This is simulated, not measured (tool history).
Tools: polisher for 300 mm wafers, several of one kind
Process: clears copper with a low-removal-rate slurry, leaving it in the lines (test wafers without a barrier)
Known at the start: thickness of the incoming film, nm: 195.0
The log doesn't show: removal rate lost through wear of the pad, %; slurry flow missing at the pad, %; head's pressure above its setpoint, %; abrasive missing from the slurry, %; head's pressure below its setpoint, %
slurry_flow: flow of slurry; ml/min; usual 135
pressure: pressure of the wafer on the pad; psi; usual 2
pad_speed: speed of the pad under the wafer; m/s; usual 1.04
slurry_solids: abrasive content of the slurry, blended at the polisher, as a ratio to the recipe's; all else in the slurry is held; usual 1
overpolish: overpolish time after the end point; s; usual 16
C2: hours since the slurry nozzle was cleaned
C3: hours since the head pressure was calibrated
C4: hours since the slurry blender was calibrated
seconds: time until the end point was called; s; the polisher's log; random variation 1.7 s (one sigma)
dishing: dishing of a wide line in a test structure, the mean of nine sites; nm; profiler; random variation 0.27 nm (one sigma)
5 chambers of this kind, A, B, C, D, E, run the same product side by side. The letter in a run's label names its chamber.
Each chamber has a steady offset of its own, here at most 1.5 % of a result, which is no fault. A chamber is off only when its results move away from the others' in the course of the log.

Run 1E, hour 5.6: usual settings; wafers polished on this pad 965; C2 745; C3 298; C4 170.9. Result: seconds 85.214 s, dishing 24.171 nm.
At hour 9: chamber E: worn pad replaced by a new one.
At hour 11.4: chamber C: worn pad replaced by a new one.
At hour 14.9: chamber B: worn pad replaced by a new one.
Run 2D, hour 15.2: usual settings; wafers polished on this pad 908; C2 172.2; C3 814.8; C4 212.5. Result: seconds 88.211 s, dishing 24.49 nm.
At hour 23.3: chamber D: slurry blender recalibrated.
Run 3A, hour 23.5: usual settings; wafers polished on this pad 632; C2 279.7; C3 763.9; C4 59.6. Result: seconds 84.807 s, dishing 24.59 nm.
Run 4B, hour 34.7: usual settings; wafers polished on this pad 190; C2 569.8; C3 940.5; C4 183.8. Result: seconds 87.588 s, dishing 24.625 nm.
At hour 40.1: chamber A: worn pad replaced by a new one.
Run 5C, hour 42.5: usual settings but slurry_flow 165 ml/min, slurry_solids 1.15; wafers polished on this pad 298; C2 204.4; C3 508.6; C4 246.6. Result: seconds 82.141 s, dishing 25.811 nm.
Run 6E, hour 52.4: usual settings but slurry_flow 165 ml/min, slurry_solids 1.15; wafers polished on this pad 417; C2 791.8; C3 344.8; C4 217.7. Result: seconds 82.787 s, dishing 25.732 nm.
At hour 58: chamber A: slurry nozzle cleaned.
Run 7C, hour 62.5: usual settings but slurry_flow 165 ml/min, slurry_solids 1.15; wafers polished on this pad 490; C2 224.4; C3 528.6; C4 266.6. Result: seconds 80.645 s, dishing 25.943 nm.
At hour 66.3: chamber D: worn pad replaced by a new one.
At hour 69.7: chamber B: slurry blender recalibrated.
Run 8B, hour 70.9: usual settings but slurry_flow 165 ml/min, slurry_solids 1.15; wafers polished on this pad 538; C2 606; C3 976.7; C4 1.3. Result: seconds 83.047 s, dishing 25.616 nm.
Run 9A, hour 77.6: usual settings but slurry_flow 165 ml/min, slurry_solids 1.15; wafers polished on this pad 360; C2 19.6; C3 818; C4 113.7. Result: seconds 85.561 s, dishing 26.334 nm.
Run 10D, hour 88.5: usual settings; wafers polished on this pad 213; C2 245.5; C3 888.1; C4 65.3. Result: seconds 85.539 s, dishing 24.202 nm.
At hour 93.5: chamber C: slurry blender recalibrated.
At hour 95.5: chamber E: slurry blender recalibrated.
Run 11C, hour 98.4: usual settings; wafers polished on this pad 835; C2 260.3; C3 564.5; C4 4.9. Result: seconds 85.085 s, dishing 24.662 nm.
Run 12B, hour 104: usual settings; wafers polished on this pad 856; C2 639.1; C3 1009.8; C4 34.4. Result: seconds 91.233 s, dishing 24.176 nm.
At hour 111.1: chamber E: worn pad replaced by a new one.
At hour 112.2: chamber B: worn pad replaced by a new one.
Run 13A, hour 115.2: usual settings; wafers polished on this pad 721; C2 57.2; C3 855.6; C4 151.3. Result: seconds 86.585 s, dishing 25.091 nm.
At hour 118.5: chamber E: head pressure recalibrated.
At hour 120.2: chamber A: worn pad replaced by a new one.
Run 14D, hour 120.7: usual settings; wafers polished on this pad 522; C2 277.7; C3 920.3; C4 97.5. Result: seconds 86.115 s, dishing 24.658 nm.
Run 15E, hour 127: usual settings; wafers polished on this pad 152; C2 866.4; C3 8.6; C4 31.5. Result: seconds 88.357 s, dishing 24.758 nm.
Run 16E, hour 134.7: usual settings; wafers polished on this pad 226; C2 874.1; C3 16.3; C4 39.2. Result: seconds 88.062 s, dishing 24.863 nm.
At hour 139.2: chamber C: worn pad replaced by a new one.
Run 17B, hour 139.9: usual settings; wafers polished on this pad 266; C2 675; C3 1045.7; C4 70.3. Result: seconds 92.223 s, dishing 24.281 nm.
At hour 145.9: chamber C: slurry nozzle cleaned.
Run 18C, hour 148.1: usual settings but pressure 2.3 psi; wafers polished on this pad 85; C2 2.3; C3 614.2; C4 54.6. Result: seconds 76.816 s, dishing 28.014 nm.
At hour 151.7: chamber B: slurry nozzle cleaned.
Run 19D, hour 154: usual settings but pressure 2.3 psi; wafers polished on this pad 842; C2 311; C3 953.6; C4 130.8. Result: seconds 75.771 s, dishing 28.058 nm.
Run 20A, hour 161.3: usual settings but pressure 2.3 psi; wafers polished on this pad 394; C2 103.3; C3 901.7; C4 197.4. Result: seconds 74.725 s, dishing 27.862 nm.
Run 21E, hour 168: usual settings but pressure 2.3 psi; wafers polished on this pad 546; C2 907.4; C3 49.6; C4 72.5. Result: seconds 77.347 s, dishing 27.689 nm.
Run 22C, hour 179.2: usual settings but pressure 2.3 psi; wafers polished on this pad 384; C2 33.4; C3 645.3; C4 85.7. Result: seconds 74.94 s, dishing 27.536 nm.
Run 23A, hour 188: usual settings; wafers polished on this pad 650; C2 130; C3 928.4; C4 224.1. Result: seconds 86.267 s, dishing 24.655 nm.
At hour 193.7: chamber A: worn pad replaced by a new one.
Run 24B, hour 194.2: usual settings; wafers polished on this pad 788; C2 42.5; C3 1100; C4 124.6. Result: seconds 89.811 s, dishing 24.511 nm.
At hour 200.6: chamber E: worn pad replaced by a new one.
Run 25D, hour 201.3: usual settings but pressure 1.7 psi, pad_speed 1.24 m/s; wafers polished on this pad 1296; C2 358.3; C3 1000.9; C4 178.1. Result: seconds 85.536 s, dishing 24.569 nm.
At hour 201.4: chamber D: worn pad replaced by a new one.
Run 26E, hour 208.4: usual settings but pressure 1.7 psi, pad_speed 1.24 m/s; wafers polished on this pad 75; C2 947.8; C3 90; C4 112.9. Result: seconds 84.232 s, dishing 24.608 nm.
Run 27C, hour 215.4: usual settings but pressure 1.7 psi, pad_speed 1.24 m/s; wafers polished on this pad 731; C2 69.6; C3 681.5; C4 121.9. Result: seconds 88.636 s, dishing 24.935 nm.
Run 28A, hour 225.6: usual settings but pressure 1.7 psi, pad_speed 1.24 m/s; wafers polished on this pad 306; C2 167.6; C3 966; C4 261.7. Result: seconds 85.416 s, dishing 24.952 nm.
At hour 226.2: chamber B: worn pad replaced by a new one.
At hour 230.9: chamber E: slurry nozzle cleaned.
Run 29B, hour 235.1: usual settings but pressure 1.7 psi, pad_speed 1.24 m/s; wafers polished on this pad 85; C2 83.4; C3 1140.9; C4 165.5. Result: seconds 86.927 s, dishing 24.295 nm.
Run 30D, hour 246.1: usual settings; wafers polished on this pad 430; C2 403.1; C3 1045.7; C4 222.9. Result: seconds 86.669 s, dishing 24.69 nm.
Run 31C, hour 253.5: usual settings; wafers polished on this pad 1097; C2 107.7; C3 719.6; C4 160. Result: seconds 88.252 s, dishing 24.654 nm.
At hour 259: chamber B: slurry blender recalibrated.
Run 32B, hour 264.7: usual settings; wafers polished on this pad 370; C2 113; C3 1170.5; C4 5.8. Result: seconds 89.949 s, dishing 23.827 nm.
At hour 266.6: chamber A: worn pad replaced by a new one.
Run 33A, hour 270.7: usual settings but pad_speed 1.2 m/s, overpolish 12 s; wafers polished on this pad 39; C2 212.7; C3 1011.1; C4 306.8. Result: seconds 73.617 s, dishing 21.799 nm.
At hour 274.1: chamber D: slurry blender recalibrated.
Run 34E, hour 279.5: usual settings but pad_speed 1.2 m/s, overpolish 12 s; wafers polished on this pad 758; C2 48.6; C3 161.1; C4 184. Result: seconds 78.339 s, dishing 21.693 nm.
Run 35D, hour 288.8: usual settings but pad_speed 1.2 m/s, overpolish 12 s; wafers polished on this pad 839; C2 445.8; C3 1088.4; C4 14.8. Result: seconds 74.68 s, dishing 21.76 nm.
Run 36D, hour 297.3: usual settings but pad_speed 1.2 m/s, overpolish 12 s; wafers polished on this pad 921; C2 454.3; C3 1096.9; C4 23.3. Result: seconds 78.292 s, dishing 21.842 nm.

Is one chamber off against the others, does the gauge drift, or is nothing wrong? If a chamber is off, say which, and what the likeliest cause is.

No chamber stands off beyond its own small offset, and the gauge holds steady.
